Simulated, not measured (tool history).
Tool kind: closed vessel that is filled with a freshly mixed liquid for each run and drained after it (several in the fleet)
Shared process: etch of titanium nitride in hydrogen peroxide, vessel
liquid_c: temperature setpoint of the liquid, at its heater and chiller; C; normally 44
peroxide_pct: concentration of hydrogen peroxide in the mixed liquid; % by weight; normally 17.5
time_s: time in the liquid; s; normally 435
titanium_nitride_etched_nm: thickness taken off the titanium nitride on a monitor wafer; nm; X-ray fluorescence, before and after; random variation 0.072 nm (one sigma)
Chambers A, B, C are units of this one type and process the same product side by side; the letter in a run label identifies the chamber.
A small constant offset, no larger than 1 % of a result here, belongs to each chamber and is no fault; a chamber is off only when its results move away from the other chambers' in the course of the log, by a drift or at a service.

run     day  liquid_c  peroxide_pct  time_s  hours since the thermometer was replaced  hours since the peroxide flow meter was replaced  hours since the drum of peroxide was connected  read-back film thickness of the titanium nitride reference wafer, read on the same gauge (nm)  titanium_nitride_etched_nm
 1B   0.333        44          17.5     435                                     557.7                                            1962.5                                           469.9                                                                                         149.98                      15.881
 2C   0.708        44          17.5     435                                    1150.9                                             909.5                                           953.9                                                                                         150.00                      15.568
 3A   1.146        44          17.5     435                                    1418.7                                            1492.8                                           306.6                                                                                         150.02                      15.948
 4C   1.533        44          17.5     435                                    1170.7                                             929.3                                           973.7                                                                                         149.98                      15.646
 5B   1.988        44          17.5     435                                     597.4                                            2002.2                                           509.6                                                                                         149.99                      16.016
 6A   2.583        44          17.5     435                                    1453.2                                            1527.3                                           341.1                                                                                         150.01                      15.946
 7A   3.154        44          17.5     435                                    1466.9                                            1541.0                                           354.8                                                                                         150.02                      15.942
 8B   3.583        44          17.5     435                                     635.7                                            2040.5                                           547.9                                                                                         150.00                      15.958
 9C   4.000        44          17.5     435                                    1229.9                                             988.5                                          1032.9                                                                                         150.02                      15.410
10B   4.579        44          17.5     435                                     659.6                                            2064.4                                           571.8                                                                                         150.00                      16.084
11A   5.025        44          17.5     435                                    1511.8                                            1585.9                                           399.7                                                                                         149.97                      15.851
12C   5.458        44          17.5     435                                    1264.9                                            1023.5                                          1067.9                                                                                         150.01                      15.781
13A   5.846        44          17.5     435                                    1531.5                                            1605.6                                           419.4                                                                                         149.99                      15.872
14C   6.138        44          17.5     435                                    1281.2                                            1039.8                                          1084.2                                                                                         150.00                      15.766
15B   6.571        44          17.5     435                                     707.4                                            2112.2                                           619.6                                                                                         149.98                      15.881
      6.646  -- chamber B: peroxide flow meter replaced
16C   7.117        44          17.5     435                                    1304.7                                            1063.3                                          1107.7                                                                                         150.00                      15.933
17A   7.475        44          17.5     435                                    1570.6                                            1644.7                                           458.5                                                                                         150.01                      15.966
18B   7.779        44          17.5     435                                     736.4                                              27.2                                           648.6                                                                                         149.98                      15.890
19B   8.325        44          17.5     435                                     749.5                                              40.3                                           661.7                                                                                         150.01                      15.873
20C   8.921        44          17.5     435                                    1348.0                                            1106.6                                          1151.0                                                                                         150.00                      16.145
21A   9.221        44          17.5     435                                    1612.5                                            1686.6                                           500.4                                                                                         150.00                      15.911
22B   9.592        44          17.5     435                                     779.9                                              70.7                                           692.1                                                                                         149.99                      15.849
23A   9.871        44          17.5     435                                    1628.1                                            1702.2                                           516.0                                                                                         149.99                      15.893
24C  10.150        44          17.5     435                                    1377.5                                            1136.1                                          1180.5                                                                                         149.99                      16.280
25A  10.738        44          17.5     435                                    1648.9                                            1723.0                                           536.8                                                                                         150.02                      16.024
26B  11.246        38          17.5     570                                     819.6                                             110.4                                           731.8                                                                                         150.04                      12.967

Is one chamber out of step, is the gauge drifting, or do the chambers differ by no more than their own small offsets? For an off chamber, give its letter and the likeliest cause.

One chamber, C, drifts off from the rest bit by bit.
Likeliest cause: liquid hotter than its thermometer reads (K) = 0.641.

Here are 4 candidates for chamber C's next run, each the usual settings with a change, their results left as question marks. Which one brings its results back in line with what the others give on the usual settings?
In-line tolerance around the mean of the other chambers on the usual settings: titanium_nitride_etched_nm 0.250 nm
27C-1  11.675      44.5          17.5     445                                                                                                                                                                                                                                                                      ?
27C-2  11.675      43.5          17.5     425                                                                                                                                                                                                                                                                      ?
27C-3  11.675      44.0          17.5     425                                                                                                                                                                                                                                                                      ?
27C-4  11.675      44.0          17.5     445                                                                                                                                                                                                                                                                      ?

On the usual settings, the other chambers give on average: titanium_nitride_etched_nm 15.887 nm
  run  titanium_nitride_etched_nm
27C-1                      17.345
27C-2                      15.351
27C-3                      15.948
27C-4                      16.698
It is 27C-3 that realigns the chamber with its peers.
